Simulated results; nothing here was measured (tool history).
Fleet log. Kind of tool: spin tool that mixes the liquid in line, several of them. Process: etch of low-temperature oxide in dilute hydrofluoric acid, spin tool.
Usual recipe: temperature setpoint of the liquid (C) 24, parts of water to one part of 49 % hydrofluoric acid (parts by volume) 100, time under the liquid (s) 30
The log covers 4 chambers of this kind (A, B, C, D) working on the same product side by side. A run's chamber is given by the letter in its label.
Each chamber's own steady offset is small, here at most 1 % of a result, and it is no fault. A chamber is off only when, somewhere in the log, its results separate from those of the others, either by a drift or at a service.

run     day  temperature setpoint of the liquid (C)  parts of water to one part of 49 % hydrofluoric acid (parts by volume)  time under the liquid (s)  read-back film thickness of the low-temperature oxide reference wafer, read on the same gauge (nm)  thickness taken off the low-temperature oxide on a monitor wafer (angstrom)
 1B   0.258                                      24                                                                     100                         30                                                                                              30.039                                                                         52.4
 2A   0.496                                      24                                                                     100                         30                                                                                              30.004                                                                       52.385
 3D   0.871                                      24                                                                     100                         30                                                                                              29.985                                                                        52.73
 4C   1.104                                      24                                                                     100                         30                                                                                              29.972                                                                       54.266
 5D   1.475                                      24                                                                     100                         30                                                                                              29.957                                                                       53.268
 6A   1.733                                      24                                                                     100                         30                                                                                               30.01                                                                       53.322
 7C   1.954                                      24                                                                     100                         30                                                                                              30.019                                                                       53.755
 8B   2.412                                      24                                                                     100                         30                                                                                               30.01                                                                       52.561
 9B   2.838                                      24                                                                     100                         30                                                                                              29.987                                                                        53.33
10A   3.279                                      24                                                                     100                         30                                                                                              29.995                                                                       53.387
11C   3.725                                      24                                                                     100                         30                                                                                              29.989                                                                       53.422
12D   3.988                                      24                                                                     100                         30                                                                                              30.001                                                                       53.354
13C   4.404                                      24                                                                     100                         30                                                                                              29.988                                                                       54.001
14B   4.725                                      24                                                                     100                         30                                                                                              29.962                                                                       54.195
15A   4.971                                      24                                                                     100                         30                                                                                                  30                                                                       53.087
16D   5.229                                      24                                                                     100                         45                                                                                              29.988                                                                       79.745
17D   5.517                                      24                                                                     100                         45                                                                                              30.016                                                                       80.458
18B   5.883                                      24                                                                     100                         45                                                                                              30.005                                                                       79.533
19C   6.338                                      24                                                                     100                         45                                                                                              29.973                                                                        79.85
      6.746  -- chamber A: hydrofluoric acid flow meter replaced
20A   6.758                                      24                                                                     100                         30                                                                                                  30                                                                        53.46
21A   7.096                                      24                                                                     100                         30                                                                                              29.979                                                                       53.164
22D   7.367                                      24                                                                     100                         30                                                                                              29.993                                                                       54.252
23C   7.717                                      24                                                                     100                         30                                                                                              29.997                                                                       51.448
24B   8.146                                      24                                                                     100                         30                                                                                              30.006                                                                       53.032
25A   8.608                                      24                                                                     100                         30                                                                                              29.981                                                                       52.812
26B   9.012                                      24                                                                     100                         30                                                                                              30.026                                                                       53.647
27C   9.242                                      24                                                                     100                         30                                                                                              29.993                                                                       51.527
28D   9.629                                      24                                                                     100                         30                                                                                              29.958                                                                       53.186
29C   9.862                                      24                                                                     100                         30                                                                                              30.001                                                                       51.423
30B  10.308                                    26.5                                                                     100                         20                                                                                               30.05                                                                       38.715
31A  10.592                                    26.5                                                                     100                         20                                                                                              30.014                                                                        39.34
32D  10.917                                    26.5                                                                     100                         20                                                                                              30.034                                                                       38.915
33D  11.375                                    26.5                                                                     100                         20                                                                                              29.994                                                                       38.914
34B  11.692                                      24                                                                     100                         30                                                                                               29.98                                                                        52.79
35C   11.95                                      24                                                                     100                         30                                                                                               30.04                                                                       50.184
36A    12.4                                      24                                                                     100                         30                                                                                              30.013                                                                       53.914
37D  12.804                                      24                                                                     100                         30                                                                                              30.011                                                                       52.916
38B  13.192                                      24                                                                     100                         30                                                                                              30.009                                                                       53.975
       13.4  -- chamber D: thermometer replaced
39A  13.525                                      24                                                                     100                         30                                                                                              30.012                                                                       53.855
40C  13.983                                      24                                                                     100                         30                                                                                              29.978                                                                       48.821
41B  14.412                                      24                                                                     100                         30                                                                                                  30                                                                       53.529
42D  14.733                                      24                                                                     100                         30                                                                                                  30                                                                       53.074

All 4 chambers run these settings next. Forecast each chamber's results:
43A  15.071                                      20                                                                     100                         30                                                                                                                                                                                ?
43B  15.071                                      20                                                                     100                         30                                                                                                                                                                                ?
43C  15.071                                      20                                                                     100                         30                                                                                                                                                                                ?
43D  15.071                                      20                                                                     100                         30                                                                                                                                                                                ?

run  thickness taken off the low-temperature oxide on a monitor wafer (angstrom)
43A                                                                       45.465
43B                                                                       45.064
43C                                                                       41.017
43D                                                                       45.768
